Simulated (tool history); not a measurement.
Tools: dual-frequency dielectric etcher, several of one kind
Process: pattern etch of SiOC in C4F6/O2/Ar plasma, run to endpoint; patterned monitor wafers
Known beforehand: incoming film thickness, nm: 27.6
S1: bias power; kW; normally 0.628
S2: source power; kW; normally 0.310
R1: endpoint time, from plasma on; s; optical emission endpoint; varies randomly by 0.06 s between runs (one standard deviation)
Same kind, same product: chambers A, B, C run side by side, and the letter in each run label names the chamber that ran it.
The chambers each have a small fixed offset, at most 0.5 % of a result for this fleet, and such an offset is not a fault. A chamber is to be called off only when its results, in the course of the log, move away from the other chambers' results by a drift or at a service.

At day 0.371: chamber B: source power generator calibrated.
Run 1A, day 0.412: usual settings. Result: R1 9.4373 s.
Run 2C, day 0.846: usual settings. Result: R1 9.2818 s.
Run 3B, day 1.088: usual settings. Result: R1 9.3134 s.
Run 4C, day 1.317: usual settings. Result: R1 9.2805 s.
Run 5B, day 1.567: usual settings. Result: R1 9.3454 s.
Run 6A, day 1.942: usual settings but S1 0.776 kW, S2 0.350 kW. Result: R1 8.4092 s.
Run 7A, day 2.400: usual settings but S1 0.776 kW, S2 0.350 kW. Result: R1 8.3294 s.
Run 8C, day 2.671: usual settings but S1 0.776 kW, S2 0.350 kW. Result: R1 8.2531 s.
Run 9B, day 3.154: usual settings. Result: R1 9.3242 s.
Run 10A, day 3.454: usual settings. Result: R1 9.5053 s.
Run 11C, day 3.946: usual settings. Result: R1 9.2596 s.
Run 12B, day 4.242: usual settings. Result: R1 9.3972 s.
Run 13A, day 4.575: usual settings. Result: R1 9.5444 s.
Run 14B, day 4.975: usual settings. Result: R1 9.3175 s.
At day 5.038: chamber C: wet clean of the chamber.
Run 15C, day 5.246: usual settings. Result: R1 9.4870 s.
Run 16A, day 5.612: usual settings. Result: R1 9.5883 s.
Run 17C, day 5.958: usual settings. Result: R1 9.4416 s.
Run 18B, day 6.325: usual settings. Result: R1 9.3169 s.
Run 19C, day 6.817: usual settings. Result: R1 9.2849 s.
Run 20A, day 7.075: usual settings. Result: R1 9.6105 s.
Run 21B, day 7.562: usual settings. Result: R1 9.3883 s.
Run 22A, day 8.021: usual settings. Result: R1 9.6002 s.
Run 23C, day 8.238: usual settings. Result: R1 9.3408 s.
Run 24B, day 8.696: usual settings. Result: R1 9.4322 s.
Run 25B, day 9.050: usual settings. Result: R1 9.3232 s.
At day 9.071: chamber A: bias power generator calibrated.
Run 26C, day 9.362: usual settings. Result: R1 9.3088 s.
Run 27A, day 9.600: usual settings. Result: R1 9.6127 s.
Run 28A, day 9.933: usual settings. Result: R1 9.6768 s.
Run 29C, day 10.183: usual settings. Result: R1 9.3499 s.
Run 30B, day 10.521: usual settings. Result: R1 9.4490 s.
Run 31A, day 10.933: usual settings but S1 0.768 kW, S2 0.270 kW. Result: R1 9.4803 s.
Run 32B, day 11.396: usual settings but S1 0.768 kW, S2 0.270 kW. Result: R1 9.0755 s.
Run 33C, day 11.817: usual settings but S1 0.768 kW, S2 0.270 kW. Result: R1 9.0530 s.
Run 34B, day 12.254: usual settings but S2 0.360 kW. Result: R1 8.9204 s.
Run 35A, day 12.579: usual settings but S2 0.360 kW. Result: R1 9.2188 s.
Run 36C, day 13.058: usual settings but S2 0.360 kW. Result: R1 8.8561 s.
Run 37A, day 13.325: usual settings. Result: R1 9.7517 s.
Run 38B, day 13.712: usual settings. Result: R1 9.4290 s.

Next, all 3 chambers run the settings below, one line each with question marks for the results. What does each chamber give?
Run 39A, day 14.067: usual settings. Result: R1 ?.
Run 39B, day 14.067: usual settings. Result: R1 ?.
Run 39C, day 14.067: usual settings. Result: R1 ?.

run      R1
39A  9.8666
39B  9.4413
39C  9.3630
